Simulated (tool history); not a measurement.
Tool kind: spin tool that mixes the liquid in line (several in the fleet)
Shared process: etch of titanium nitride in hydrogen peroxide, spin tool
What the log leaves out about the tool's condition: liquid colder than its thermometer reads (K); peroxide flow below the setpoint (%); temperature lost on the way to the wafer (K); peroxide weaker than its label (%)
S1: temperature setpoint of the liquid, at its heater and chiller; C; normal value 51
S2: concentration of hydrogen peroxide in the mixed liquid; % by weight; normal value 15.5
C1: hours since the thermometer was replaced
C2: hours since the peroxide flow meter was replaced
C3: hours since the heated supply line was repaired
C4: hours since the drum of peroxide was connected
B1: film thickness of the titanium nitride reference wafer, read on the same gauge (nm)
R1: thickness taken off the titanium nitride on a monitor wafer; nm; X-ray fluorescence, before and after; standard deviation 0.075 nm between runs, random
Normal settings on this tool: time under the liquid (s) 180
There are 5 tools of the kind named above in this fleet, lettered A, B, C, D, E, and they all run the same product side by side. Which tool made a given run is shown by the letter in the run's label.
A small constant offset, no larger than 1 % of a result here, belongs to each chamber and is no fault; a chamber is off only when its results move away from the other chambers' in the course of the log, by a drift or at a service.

{"run": "1C", "hour": 8.2, "S1": 51, "S2": 15.5, "time under the liquid (s)": 180, "C1": 641.2, "C2": 555.5, "C3": 823.5, "C4": 112.2, "B1": 89.963, "R1": 7.523}
{"run": "2A", "hour": 12.6, "S1": 51, "S2": 15.5, "time under the liquid (s)": 180, "C1": 1130.5, "C2": 1014.2, "C3": 293.9, "C4": 917.4, "B1": 90.003, "R1": 7.5754}
{"run": "3B", "hour": 18.7, "S1": 51, "S2": 15.5, "time under the liquid (s)": 180, "C1": 203.8, "C2": 664.5, "C3": 2102.5, "C4": 579.7, "B1": 89.979, "R1": 7.5353}
{"run": "4D", "hour": 26.6, "S1": 51, "S2": 15.5, "time under the liquid (s)": 180, "C1": 221.1, "C2": 92.4, "C3": 368.7, "C4": 327.7, "B1": 90.059, "R1": 7.4911}
{"hour": 29.1, "done": "chamber E: thermometer replaced"}
{"run": "5E", "hour": 34.2, "S1": 51, "S2": 15.5, "time under the liquid (s)": 180, "C1": 5.2, "C2": 874.5, "C3": 61, "C4": 267.5, "B1": 90.031, "R1": 7.4906}
{"run": "6B", "hour": 42.7, "S1": 51, "S2": 15.5, "time under the liquid (s)": 180, "C1": 227.8, "C2": 688.5, "C3": 2126.5, "C4": 603.7, "B1": 90.05, "R1": 7.5488}
{"run": "7D", "hour": 51.0, "S1": 51, "S2": 15.5, "time under the liquid (s)": 180, "C1": 245.5, "C2": 116.8, "C3": 393.1, "C4": 352.1, "B1": 90.001, "R1": 7.5346}
{"run": "8C", "hour": 56.1, "S1": 45.5, "S2": 15.5, "time under the liquid (s)": 240, "C1": 689.1, "C2": 603.4, "C3": 871.4, "C4": 160.1, "B1": 90.03, "R1": 6.6511}
{"hour": 62.3, "done": "chamber C: thermometer replaced"}
{"run": "9A", "hour": 62.3, "S1": 45.5, "S2": 15.5, "time under the liquid (s)": 240, "C1": 1180.2, "C2": 1063.9, "C3": 343.6, "C4": 967.1, "B1": 90.017, "R1": 6.9259}
{"run": "10E", "hour": 68.0, "S1": 45.5, "S2": 15.5, "time under the liquid (s)": 240, "C1": 39, "C2": 908.3, "C3": 94.8, "C4": 301.3, "B1": 89.988, "R1": 6.8659}
{"run": "11B", "hour": 73.5, "S1": 45.5, "S2": 15.5, "time under the liquid (s)": 240, "C1": 258.6, "C2": 719.3, "C3": 2157.3, "C4": 634.5, "B1": 89.955, "R1": 6.6574}
{"run": "12E", "hour": 79.0, "S1": 45.5, "S2": 15.5, "time under the liquid (s)": 240, "C1": 50, "C2": 919.3, "C3": 105.8, "C4": 312.3, "B1": 89.984, "R1": 6.8247}
{"run": "13A", "hour": 84.8, "S1": 51, "S2": 15.5, "time under the liquid (s)": 180, "C1": 1202.7, "C2": 1086.4, "C3": 366.1, "C4": 989.6, "B1": 89.946, "R1": 7.7522}
{"run": "14D", "hour": 92.6, "S1": 51, "S2": 15.5, "time under the liquid (s)": 180, "C1": 287.1, "C2": 158.4, "C3": 434.7, "C4": 393.7, "B1": 89.951, "R1": 7.3815}
{"run": "15C", "hour": 96.3, "S1": 51, "S2": 15.5, "time under the liquid (s)": 180, "C1": 34.1, "C2": 643.6, "C3": 911.6, "C4": 200.3, "B1": 89.941, "R1": 7.594}
{"run": "16E", "hour": 104.7, "S1": 51, "S2": 15.5, "time under the liquid (s)": 180, "C1": 75.7, "C2": 945, "C3": 131.5, "C4": 338, "B1": 89.989, "R1": 7.6982}
{"run": "17B", "hour": 108.4, "S1": 51, "S2": 15.5, "time under the liquid (s)": 180, "C1": 293.5, "C2": 754.2, "C3": 2192.2, "C4": 669.4, "B1": 90.008, "R1": 7.2029}
{"run": "18D", "hour": 112.9, "S1": 51, "S2": 15.5, "time under the liquid (s)": 80, "C1": 307.4, "C2": 178.7, "C3": 455, "C4": 414, "B1": 90.014, "R1": 3.3345}
{"hour": 114.1, "done": "chamber A: new drum of peroxide connected"}
{"run": "19C", "hour": 118.2, "S1": 51, "S2": 15.5, "time under the liquid (s)": 80, "C1": 56, "C2": 665.5, "C3": 933.5, "C4": 222.2, "B1": 89.986, "R1": 3.2816}
{"run": "20A", "hour": 122.8, "S1": 51, "S2": 15.5, "time under the liquid (s)": 80, "C1": 1240.7, "C2": 1124.4, "C3": 404.1, "C4": 8.7, "B1": 89.997, "R1": 3.3789}
{"run": "21A", "hour": 131.1, "S1": 51, "S2": 15.5, "time under the liquid (s)": 80, "C1": 1249, "C2": 1132.7, "C3": 412.4, "C4": 17, "B1": 89.968, "R1": 3.4112}
{"run": "22B", "hour": 137.9, "S1": 51, "S2": 15.5, "time under the liquid (s)": 80, "C1": 323, "C2": 783.7, "C3": 2221.7, "C4": 698.9, "B1": 89.977, "R1": 3.1688}
{"hour": 143.7, "done": "chamber D: new drum of peroxide connected"}
{"run": "23E", "hour": 144.0, "S1": 51, "S2": 15.5, "time under the liquid (s)": 80, "C1": 115, "C2": 984.3, "C3": 170.8, "C4": 377.3, "B1": 89.997, "R1": 3.3649}
{"run": "24D", "hour": 151.4, "S1": 51, "S2": 15.5, "time under the liquid (s)": 80, "C1": 345.9, "C2": 217.2, "C3": 493.5, "C4": 7.7, "B1": 89.975, "R1": 3.388}
{"run": "25C", "hour": 155.3, "S1": 51, "S2": 15.5, "time under the liquid (s)": 80, "C1": 93.1, "C2": 702.6, "C3": 970.6, "C4": 259.3, "B1": 90.038, "R1": 3.3621}
{"run": "26E", "hour": 160.4, "S1": 51, "S2": 15.5, "time under the liquid (s)": 80, "C1": 131.4, "C2": 1000.7, "C3": 187.2, "C4": 393.7, "B1": 89.98, "R1": 3.3253}
{"run": "27C", "hour": 166.4, "S1": 51, "S2": 15.5, "time under the liquid (s)": 80, "C1": 104.2, "C2": 713.7, "C3": 981.7, "C4": 270.4, "B1": 89.978, "R1": 3.2957}
{"run": "28D", "hour": 173.6, "S1": 51, "S2": 15.5, "time under the liquid (s)": 180, "C1": 368.1, "C2": 239.4, "C3": 515.7, "C4": 29.9, "B1": 90.009, "R1": 7.5076}
{"run": "29B", "hour": 178.0, "S1": 51, "S2": 15.5, "time under the liquid (s)": 285, "C1": 363.1, "C2": 823.8, "C3": 2261.8, "C4": 739, "B1": 90.02, "R1": 10.79}
{"run": "30A", "hour": 186.3, "S1": 51, "S2": 15.5, "time under the liquid (s)": 285, "C1": 1304.2, "C2": 1187.9, "C3": 467.6, "C4": 72.2, "B1": 89.988, "R1": 11.851}
{"run": "31B", "hour": 192.4, "S1": 51, "S2": 15.5, "time under the liquid (s)": 285, "C1": 377.5, "C2": 838.2, "C3": 2276.2, "C4": 753.4, "B1": 90.024, "R1": 10.685}
{"run": "32D", "hour": 200.2, "S1": 51, "S2": 15.5, "time under the liquid (s)": 285, "C1": 394.7, "C2": 266, "C3": 542.3, "C4": 56.5, "B1": 90.018, "R1": 12.043}
{"run": "33C", "hour": 205.6, "S1": 51, "S2": 15.5, "time under the liquid (s)": 285, "C1": 143.4, "C2": 752.9, "C3": 1020.9, "C4": 309.6, "B1": 89.944, "R1": 12.031}
{"run": "34A", "hour": 211.2, "S1": 51, "S2": 15.5, "time under the liquid (s)": 180, "C1": 1329.1, "C2": 1212.8, "C3": 492.5, "C4": 97.1, "B1": 90.04, "R1": 7.5435}
{"run": "35E", "hour": 218.3, "S1": 51, "S2": 15.5, "time under the liquid (s)": 180, "C1": 189.3, "C2": 1058.6, "C3": 245.1, "C4": 451.6, "B1": 89.94, "R1": 7.6103}
{"run": "36A", "hour": 224.0, "S1": 51, "S2": 15.5, "time under the liquid (s)": 180, "C1": 1341.9, "C2": 1225.6, "C3": 505.3, "C4": 109.9, "B1": 89.953, "R1": 7.6375}
{"run": "37E", "hour": 228.5, "S1": 51, "S2": 15.5, "time under the liquid (s)": 180, "C1": 199.5, "C2": 1068.8, "C3": 255.3, "C4": 461.8, "B1": 89.985, "R1": 7.5851}

What goes on in this fleet: one chamber off, a drifting gauge, or nothing beyond the chambers' own small offsets? Name the chamber and the cause, if any.

Chamber B drifts away from the others.
What lies behind it: liquid colder than its thermometer reads (K) = 1.94.
The log may not separate it from: temperature lost on the way to the wafer (K).

Which of the 4 candidates below, each the usual settings with something changed and its results left as question marks, puts chamber B back in line with what the other chambers give on the usual settings?
In line means no further than this from the other chambers' mean on the usual settings: R1 0.26 nm
{"run": "38B-1", "hour": 234.5, "S1": 54, "S2": 15.5, "time under the liquid (s)": 180, "R1": "?"}
{"run": "38B-2", "hour": 234.5, "S1": 49, "S2": 15.5, "time under the liquid (s)": 180, "R1": "?"}
{"run": "38B-3", "hour": 234.5, "S1": 51, "S2": 15.5, "time under the liquid (s)": 205, "R1": "?"}
{"run": "38B-4", "hour": 234.5, "S1": 48, "S2": 15.5, "time under the liquid (s)": 180, "R1": "?"}

Usual-settings mean across the other chambers: R1 7.5676 nm
run=38B-1 R1=8.124
run=38B-2 R1=5.6751
run=38B-3 R1=7.4705
run=38B-4 R1=5.2751
38B-3 brings the chamber back in line.

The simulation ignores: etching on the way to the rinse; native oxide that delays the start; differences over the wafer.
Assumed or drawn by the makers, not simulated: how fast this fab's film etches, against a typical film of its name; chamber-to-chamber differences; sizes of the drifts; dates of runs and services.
